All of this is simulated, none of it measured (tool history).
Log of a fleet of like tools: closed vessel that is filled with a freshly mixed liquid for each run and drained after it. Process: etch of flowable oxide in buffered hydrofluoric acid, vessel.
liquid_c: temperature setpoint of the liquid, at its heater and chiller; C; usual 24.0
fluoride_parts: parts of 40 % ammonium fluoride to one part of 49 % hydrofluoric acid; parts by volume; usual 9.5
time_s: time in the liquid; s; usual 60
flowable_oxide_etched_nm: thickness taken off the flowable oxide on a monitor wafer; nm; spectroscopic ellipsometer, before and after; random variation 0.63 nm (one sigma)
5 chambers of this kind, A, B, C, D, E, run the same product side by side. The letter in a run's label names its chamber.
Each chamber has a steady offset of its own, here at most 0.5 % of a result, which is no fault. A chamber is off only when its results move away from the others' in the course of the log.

| run | hour | liquid_c | fluoride_parts | time_s | read-back film thickness of the flowable oxide reference wafer, read on the same gauge (nm) | flowable_oxide_etched_nm |
|---|---|---|---|---|---|---|
| 1B | 9.3 | 24.0 | 9.5 | 60 | 109.99 | 111.220 |
| 2C | 17.3 | 24.0 | 9.5 | 60 | 110.01 | 111.650 |
| 3D | 26.7 | 24.0 | 9.5 | 60 | 110.00 | 111.530 |
| 4A | 36.1 | 24.0 | 9.5 | 60 | 110.00 | 110.790 |
| 5E | 41.3 | 24.0 | 9.5 | 60 | 110.02 | 110.180 |
| 6B | 46.5 | 24.0 | 9.5 | 60 | 109.98 | 109.520 |
| 7E | 54.7 | 21.5 | 13.5 | 60 | 109.99 | 69.402 |
| 8C | 61.0 | 21.5 | 13.5 | 60 | 110.00 | 69.539 |
| 9D | 67.6 | 21.5 | 13.5 | 60 | 110.02 | 69.612 |
| 10A | 73.7 | 21.5 | 13.5 | 60 | 109.99 | 69.536 |
|  | 80.8 | chamber E: hydrofluoric acid flow meter replaced |
| 11B | 83.2 | 21.5 | 13.5 | 60 | 110.00 | 70.512 |
| 12D | 92.4 | 24.0 | 9.5 | 60 | 110.01 | 110.540 |
| 13E | 98.8 | 24.0 | 9.5 | 60 | 110.01 | 110.490 |
| 14A | 105.1 | 24.0 | 7.5 | 80 | 109.99 | 184.550 |
| 15C | 113.3 | 24.0 | 7.5 | 80 | 110.01 | 185.470 |
| 16A | 122.7 | 24.0 | 7.5 | 80 | 110.02 | 187.230 |
| 17B | 128.7 | 24.0 | 7.5 | 80 | 109.97 | 187.310 |
|  | 132.9 | chamber D: thermometer replaced |
| 18E | 136.3 | 24.0 | 7.5 | 80 | 110.01 | 187.980 |
| 19D | 144.8 | 24.0 | 9.5 | 60 | 110.00 | 110.780 |
|  | 151.8 | chamber A: hydrofluoric acid flow meter replaced |
| 20C | 153.1 | 24.0 | 9.5 | 60 | 110.01 | 109.070 |
| 21B | 160.4 | 24.0 | 9.5 | 60 | 109.98 | 111.650 |
|  | 163.0 | chamber C: hydrofluoric acid flow meter replaced |
| 22E | 170.5 | 24.0 | 9.5 | 60 | 109.99 | 112.190 |
| 23D | 178.6 | 24.0 | 9.5 | 60 | 110.01 | 110.970 |
| 24A | 184.7 | 24.0 | 9.5 | 60 | 109.97 | 109.190 |
| 25C | 191.9 | 24.0 | 9.5 | 60 | 109.99 | 106.170 |
| 26D | 199.5 | 24.0 | 9.5 | 60 | 110.00 | 110.860 |
| 27C | 209.3 | 24.0 | 9.5 | 60 | 109.99 | 106.620 |
| 28E | 216.1 | 24.0 | 9.5 | 60 | 109.99 | 110.190 |
| 29A | 227.0 | 24.0 | 9.5 | 60 | 110.01 | 111.300 |
| 30B | 233.9 | 24.0 | 9.5 | 60 | 110.00 | 112.170 |
| 31B | 239.8 | 28.5 | 9.5 | 90 | 110.00 | 212.340 |
| 32D | 246.4 | 28.5 | 9.5 | 90 | 110.04 | 211.630 |
| 33E | 257.6 | 28.5 | 9.5 | 90 | 110.02 | 211.780 |
| 34A | 268.6 | 28.5 | 9.5 | 90 | 109.98 | 210.210 |
| 35C | 277.6 | 28.5 | 9.5 | 90 | 110.02 | 200.740 |
| 36B | 283.4 | 24.0 | 9.5 | 60 | 110.01 | 110.880 |
| 37C | 291.2 | 24.0 | 9.5 | 60 | 110.03 | 104.210 |
| 38D | 298.7 | 24.0 | 9.5 | 60 | 110.01 | 112.260 |
|  | 299.6 | chamber E: thermometer replaced |
| 39A | 306.1 | 21.5 | 9.5 | 60 | 109.99 | 95.874 |
|  | 310.3 | chamber A: thermometer replaced |
| 40E | 313.7 | 21.5 | 9.5 | 60 | 110.01 | 97.389 |
| 41B | 322.1 | 21.5 | 9.5 | 60 | 109.99 | 97.789 |
| 42A | 333.0 | 21.5 | 9.5 | 60 | 110.01 | 97.082 |

Is one chamber off against the others, does the gauge drift, or is nothing wrong? If a chamber is off, say which, and what the likeliest cause is.

Chamber C drifts away from the others.
Cause: liquid colder than its thermometer reads (K) = 1.41.

Here are 4 candidates for chamber C's next run, each the usual settings with a change, their results left as question marks. Which one brings its results back in line with what the others give on the usual settings?
In line means no further than this from the other chambers' mean on the usual settings: flowable_oxide_etched_nm 2.200 nm
| 43C-1 | 341.1 | 24.0 | 10.5 | 60 |  | ? |
| 43C-2 | 341.1 | 24.0 | 9.5 | 65 |  | ? |
| 43C-3 | 341.1 | 24.0 | 10.0 | 60 |  | ? |
| 43C-4 | 341.1 | 24.0 | 9.0 | 60 |  | ? |

The other chambers' mean on the usual settings: flowable_oxide_etched_nm 111.070 nm
| run | flowable_oxide_etched_nm |
|---|---|
| 43C-1 | 94.974 |
| 43C-2 | 111.590 |
| 43C-3 | 99.653 |
| 43C-4 | 106.670 |
43C-2 brings the chamber back in line.
